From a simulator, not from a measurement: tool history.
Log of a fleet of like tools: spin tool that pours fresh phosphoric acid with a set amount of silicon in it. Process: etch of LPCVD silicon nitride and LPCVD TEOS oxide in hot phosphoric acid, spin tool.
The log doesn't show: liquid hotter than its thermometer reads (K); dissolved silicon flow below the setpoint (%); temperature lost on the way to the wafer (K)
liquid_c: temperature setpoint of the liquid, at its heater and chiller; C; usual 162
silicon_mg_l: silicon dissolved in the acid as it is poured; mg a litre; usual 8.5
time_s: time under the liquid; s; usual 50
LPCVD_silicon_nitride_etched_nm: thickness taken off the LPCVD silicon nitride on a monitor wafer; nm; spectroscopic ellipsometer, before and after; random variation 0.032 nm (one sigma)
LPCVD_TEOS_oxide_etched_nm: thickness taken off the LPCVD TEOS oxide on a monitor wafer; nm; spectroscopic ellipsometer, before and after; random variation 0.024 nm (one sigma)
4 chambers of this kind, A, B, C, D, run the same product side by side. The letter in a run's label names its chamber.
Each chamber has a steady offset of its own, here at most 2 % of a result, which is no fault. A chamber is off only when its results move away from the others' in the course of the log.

| run | hour | liquid_c | silicon_mg_l | time_s | hours since the thermometer was replaced | hours since the dissolved silicon flow meter was replaced | hours since the heated supply line was repaired | read-back film thickness of the LPCVD silicon nitride reference wafer, read on the same gauge (nm) | read-back film thickness of the LPCVD TEOS oxide reference wafer, read on the same gauge (nm) | LPCVD_silicon_nitride_etched_nm | LPCVD_TEOS_oxide_etched_nm |
|---|---|---|---|---|---|---|---|---|---|---|---|
| 1C | 11.9 | 162 | 8.5 | 50 | 500.2 | 351.7 | 1161.7 | 109.97 | 69.996 | 4.4034 | 0.32364 |
| 2D | 18.3 | 162 | 8.5 | 50 | 1885 | 1194.4 | 2534 | 110.01 | 70.008 | 4.4746 | 0.33895 |
| 3B | 31.2 | 162 | 8.5 | 50 | 31.8 | 309.9 | 562.7 | 109.99 | 69.993 | 4.5515 | 0.34426 |
| 4A | 44.1 | 162 | 8.5 | 50 | 956.2 | 94.9 | 819.8 | 109.98 | 70.003 | 4.4719 | 0.31949 |
| 5C | 50.5 | 160 | 8.5 | 40 | 538.8 | 390.3 | 1200.3 | 110.01 | 70.003 | 3.3417 | 0.20946 |
| 6D | 57.2 | 160 | 8.5 | 40 | 1923.9 | 1233.3 | 2572.9 | 109.99 | 70.002 | 3.348 | 0.21792 |
| 7B | 69.3 | 160 | 8.5 | 40 | 69.9 | 348 | 600.8 | 110.03 | 70.003 | 3.3386 | 0.23606 |
|  | 75.3 | chamber C: heated supply line repaired |
| 8A | 78.4 | 160 | 8.5 | 40 | 990.5 | 129.2 | 854.1 | 110 | 69.984 | 3.3686 | 0.26412 |
| 9A | 89 | 162 | 8.5 | 50 | 1001.1 | 139.8 | 864.7 | 109.98 | 70.018 | 4.4377 | 0.35578 |
| 10D | 100.4 | 162 | 8.5 | 50 | 1967.1 | 1276.5 | 2616.1 | 109.98 | 69.973 | 4.4616 | 0.33585 |
|  | 107.7 | chamber C: thermometer replaced |
| 11C | 112.9 | 162 | 8.5 | 50 | 5.2 | 452.7 | 37.6 | 109.96 | 69.975 | 4.3942 | 0.34999 |
| 12B | 119.3 | 162 | 8.5 | 50 | 119.9 | 398 | 650.8 | 109.98 | 69.991 | 4.5061 | 0.30722 |
| 13A | 130.6 | 162 | 8.5 | 50 | 1042.7 | 181.4 | 906.3 | 110.04 | 69.986 | 4.4462 | 0.32573 |
| 14D | 142.4 | 162 | 8.5 | 50 | 2009.1 | 1318.5 | 2658.1 | 110.03 | 69.991 | 4.4701 | 0.33461 |
| 15C | 155.4 | 162 | 8.5 | 50 | 47.7 | 495.2 | 80.1 | 110 | 69.986 | 4.4042 | 0.31385 |
| 16B | 165 | 162 | 8.5 | 50 | 165.6 | 443.7 | 696.5 | 109.97 | 69.996 | 4.4412 | 0.34133 |
| 17C | 173.1 | 162 | 8.5 | 50 | 65.4 | 512.9 | 97.8 | 110.01 | 70.009 | 4.4502 | 0.29943 |
|  | 174.6 | chamber B: heated supply line repaired |
|  | 179.3 | chamber B: dissolved silicon flow meter replaced |
| 18A | 183.9 | 162 | 8.5 | 50 | 1096 | 234.7 | 959.6 | 110.01 | 69.981 | 4.4792 | 0.32005 |
| 19D | 194.9 | 162 | 8.5 | 50 | 2061.6 | 1371 | 2710.6 | 109.99 | 69.973 | 4.4072 | 0.34123 |
| 20B | 202.9 | 162 | 8.5 | 50 | 203.5 | 23.6 | 28.3 | 109.94 | 70.021 | 4.5581 | 0.32702 |
| 21D | 209.3 | 162 | 8.5 | 50 | 2076 | 1385.4 | 2725 | 109.99 | 69.987 | 4.4075 | 0.32981 |
| 22A | 219.3 | 162 | 8.5 | 50 | 1131.4 | 270.1 | 995 | 109.99 | 70.027 | 4.5088 | 0.3202 |
| 23B | 231.8 | 162 | 11 | 50 | 232.4 | 52.5 | 57.2 | 110.01 | 70.023 | 4.5219 | 0.29874 |
| 24C | 239.1 | 162 | 11 | 50 | 131.4 | 578.9 | 163.8 | 110.01 | 69.995 | 4.4451 | 0.2926 |
| 25D | 245 | 162 | 11 | 50 | 2111.7 | 1421.1 | 2760.7 | 110.04 | 69.993 | 4.4656 | 0.31991 |
| 26B | 252.5 | 162 | 11 | 50 | 253.1 | 73.2 | 77.9 | 110.03 | 69.971 | 4.4638 | 0.28766 |

What goes on in this fleet: one chamber off, a drifting gauge, or nothing beyond the chambers' own small offsets? Name the chamber and the cause, if any.

No chamber stands off beyond its own small offset, and the gauge holds steady.
